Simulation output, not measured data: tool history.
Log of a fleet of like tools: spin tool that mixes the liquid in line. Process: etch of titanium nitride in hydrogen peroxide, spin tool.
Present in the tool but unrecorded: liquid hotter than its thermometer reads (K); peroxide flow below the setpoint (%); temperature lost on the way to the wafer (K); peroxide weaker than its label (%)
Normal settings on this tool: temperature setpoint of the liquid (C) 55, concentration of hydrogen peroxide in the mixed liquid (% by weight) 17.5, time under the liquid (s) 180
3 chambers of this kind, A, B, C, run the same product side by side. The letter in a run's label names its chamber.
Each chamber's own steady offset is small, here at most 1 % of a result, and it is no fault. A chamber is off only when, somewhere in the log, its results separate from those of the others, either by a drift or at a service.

run     day  temperature setpoint of the liquid (C)  concentration of hydrogen peroxide in the mixed liquid (% by weight)  time under the liquid (s)  hours since the thermometer was replaced  hours since the peroxide flow meter was replaced  hours since the heated supply line was repaired  hours since the drum of peroxide was connected  read-back film thickness of the titanium nitride reference wafer, read on the same gauge (nm)  thickness taken off the titanium nitride on a monitor wafer (Å)
 1A   0.533                                      55                                                                  17.5                        180                                     591.1                                              84.4                                           2904.1                                            91.3                                                                                         109.99                                                           94.241
 2B   1.096                                      55                                                                  17.5                        180                                    1094.3                                             683.5                                            100.5                                           410.5                                                                                         109.99                                                           92.854
      1.271  -- chamber B: thermometer replaced
 3C   1.508                                      55                                                                  17.5                        180                                     765.1                                            2142.7                                           1345.0                                           633.8                                                                                         110.00                                                           93.909
 4A   2.075                                      55                                                                  17.5                        180                                     628.1                                             121.4                                           2941.1                                           128.3                                                                                         109.99                                                           93.264
 5C   2.654                                      55                                                                  17.5                        180                                     792.6                                            2170.2                                           1372.5                                           661.3                                                                                         109.98                                                           94.829
 6B   3.154                                      55                                                                  17.5                        180                                      45.2                                             732.9                                            149.9                                           459.9                                                                                         110.00                                                           95.216
 7A   3.496                                      55                                                                  17.5                        180                                     662.2                                             155.5                                           2975.2                                           162.4                                                                                         110.02                                                           95.542
 8B   3.921                                      55                                                                  17.5                        180                                      63.6                                             751.3                                            168.3                                           478.3                                                                                         109.98                                                           94.061
 9C   4.396                                      55                                                                  17.5                        180                                     834.4                                            2212.0                                           1414.3                                           703.1                                                                                         109.97                                                           95.438
10A   4.954                                      55                                                                  17.5                        180                                     697.2                                             190.5                                           3010.2                                           197.4                                                                                         110.00                                                           95.919
11C   5.475                                      55                                                                  17.5                        180                                     860.3                                            2237.9                                           1440.2                                           729.0                                                                                         109.98                                                           94.409
12B   5.971                                      55                                                                  17.5                        180                                     112.8                                             800.5                                            217.5                                           527.5                                                                                         109.98                                                           94.605
13B   6.417                                      55                                                                  17.5                        180                                     123.5                                             811.2                                            228.2                                           538.2                                                                                         110.02                                                           94.278
14A   6.767                                      55                                                                  17.5                        180                                     740.7                                             234.0                                           3053.7                                           240.9                                                                                         109.99                                                           93.246
15C   7.283                                      55                                                                  17.5                        180                                     903.7                                            2281.3                                           1483.6                                           772.4                                                                                         110.00                                                           93.867
16A   7.662                                      55                                                                  17.5                        180                                     762.2                                             255.5                                           3075.2                                           262.4                                                                                         109.98                                                           95.694
17C   8.108                                      55                                                                  17.5                        180                                     923.5                                            2301.1                                           1503.4                                           792.2                                                                                         109.99                                                           91.983
18B   8.621                                      55                                                                  17.5                        180                                     176.4                                             864.1                                            281.1                                           591.1                                                                                         109.99                                                           93.942
19A   9.062                                      55                                                                  17.5                        180                                     795.8                                             289.1                                           3108.8                                           296.0                                                                                         110.02                                                           94.078
20B   9.325                                      55                                                                  17.5                        180                                     193.3                                             881.0                                            298.0                                           608.0                                                                                         110.01                                                           94.606
21C   9.892                                      55                                                                  17.5                        180                                     966.3                                            2343.9                                           1546.2                                           835.0                                                                                         110.00                                                           91.744
22B  10.433                                      55                                                                  17.5                        180                                     219.9                                             907.6                                            324.6                                           634.6                                                                                         109.99                                                           93.660
     10.454  -- chamber C: new drum of peroxide connected
23A  10.742                                      55                                                                  17.5                        180                                     836.1                                             329.4                                           3149.1                                           336.3                                                                                         110.00                                                           96.367
24C  11.038                                      55                                                                  17.5                        180                                     993.8                                            2371.4                                           1573.7                                            14.0                                                                                         109.99                                                           90.532
25A  11.471                                      55                                                                  17.5                        180                                     853.6                                             346.9                                           3166.6                                           353.8                                                                                         109.98                                                           95.247
26C  11.967                                      64                                                                  13.0                        180                                    1016.1                                            2393.7                                           1596.0                                            36.3                                                                                         110.02                                                          153.850
     12.175  -- chamber C: peroxide flow meter replaced
27B  12.425                                      64                                                                  13.0                        180                                     267.7                                             955.4                                            372.4                                           682.4                                                                                         110.01                                                          165.510
28C  12.946                                      64                                                                  13.0                        180                                    1039.6                                              18.6                                           1619.5                                            59.8                                                                                         109.99                                                          155.460
29B  13.412                                      55                                                                  17.5                        180                                     291.4                                             979.1                                            396.1                                           706.1                                                                                         110.01                                                           94.714
30A  13.683                                      55                                                                  17.5                        110                                     906.7                                             400.0                                           3219.7                                           406.9                                                                                         109.99                                                           57.178
31B  14.179                                      55                                                                  17.5                        110                                     309.8                                             997.5                                            414.5                                           724.5                                                                                         109.99                                                           57.228
32A  14.738                                      55                                                                  17.5                        110                                     932.0                                             425.3                                           3245.0                                           432.2                                                                                         110.01                                                           57.599
33C  15.192                                      55                                                                  17.5                        180                                    1093.5                                              72.5                                           1673.4                                           113.7                                                                                         110.00                                                           88.060
34A  15.767                                      55                                                                  17.5                        180                                     956.7                                             450.0                                           3269.7                                           456.9                                                                                         110.01                                                           93.487
35B  16.271                                      55                                                                  17.5                        180                                     360.0                                            1047.7                                            464.7                                           774.7                                                                                         110.01                                                           93.878
     16.571  -- chamber B: new drum of peroxide connected
36C  16.583                                      55                                                                  17.5                        180                                    1126.9                                             105.9                                           1706.8                                           147.1                                                                                         109.97                                                           87.183
37C  17.100                                      55                                                                  17.5                        180                                    1139.3                                             118.3                                           1719.2                                           159.5                                                                                         110.02                                                           86.891
38B  17.600                                      55                                                                  17.5                        180                                     391.9                                            1079.6                                            496.6                                            24.7                                                                                         109.98                                                           96.252
39A  18.167                                      55                                                                  17.5                        180                                    1014.3                                             507.6                                           3327.3                                           514.5                                                                                         110.01                                                           95.236
40B  18.533                                      55                                                                  17.5                        180                                     414.3                                            1102.0                                            519.0                                            47.1                                                                                         110.00                                                           94.499

Is one chamber off against the others, does the gauge drift, or is nothing wrong? If a chamber is off, say which, and what the likeliest cause is.

Little by little, chamber C moves away from the other chambers.
Likeliest cause: temperature lost on the way to the wafer (K) = 1.55.
The log may not tell that from: liquid colder than its thermometer reads (K).

Chamber C could run next with any of the 4 candidate recipes listed below; each alters the usual settings, and their results appear as question marks. Which one brings its results back in line with what the other chambers deliver on the usual settings?
To be in line, a result may differ from the other chambers' mean on the usual settings by at most: thickness taken off the titanium nitride on a monitor wafer (Å) 2.900
41C-1  18.962                                    57.5                                                                  17.5                        180                                                                                                                                                                                                                                                                                                                                                            ?
41C-2  18.962                                    55.0                                                                  17.5                        150                                                                                                                                                                                                                                                                                                                                                            ?
41C-3  18.962                                    53.5                                                                  17.5                        180                                                                                                                                                                                                                                                                                                                                                            ?
41C-4  18.962                                    56.5                                                                  17.5                        180                                                                                                                                                                                                                                                                                                                                                            ?

Usual-settings mean across the other chambers: thickness taken off the titanium nitride on a monitor wafer (Å) 94.629
  run  thickness taken off the titanium nitride on a monitor wafer (Å)
41C-1                                                          101.020
41C-2                                                           70.831
41C-3                                                           76.515
41C-4                                                           94.331
The answer is 41C-4, which returns the chamber to within the allowed miss of the others.
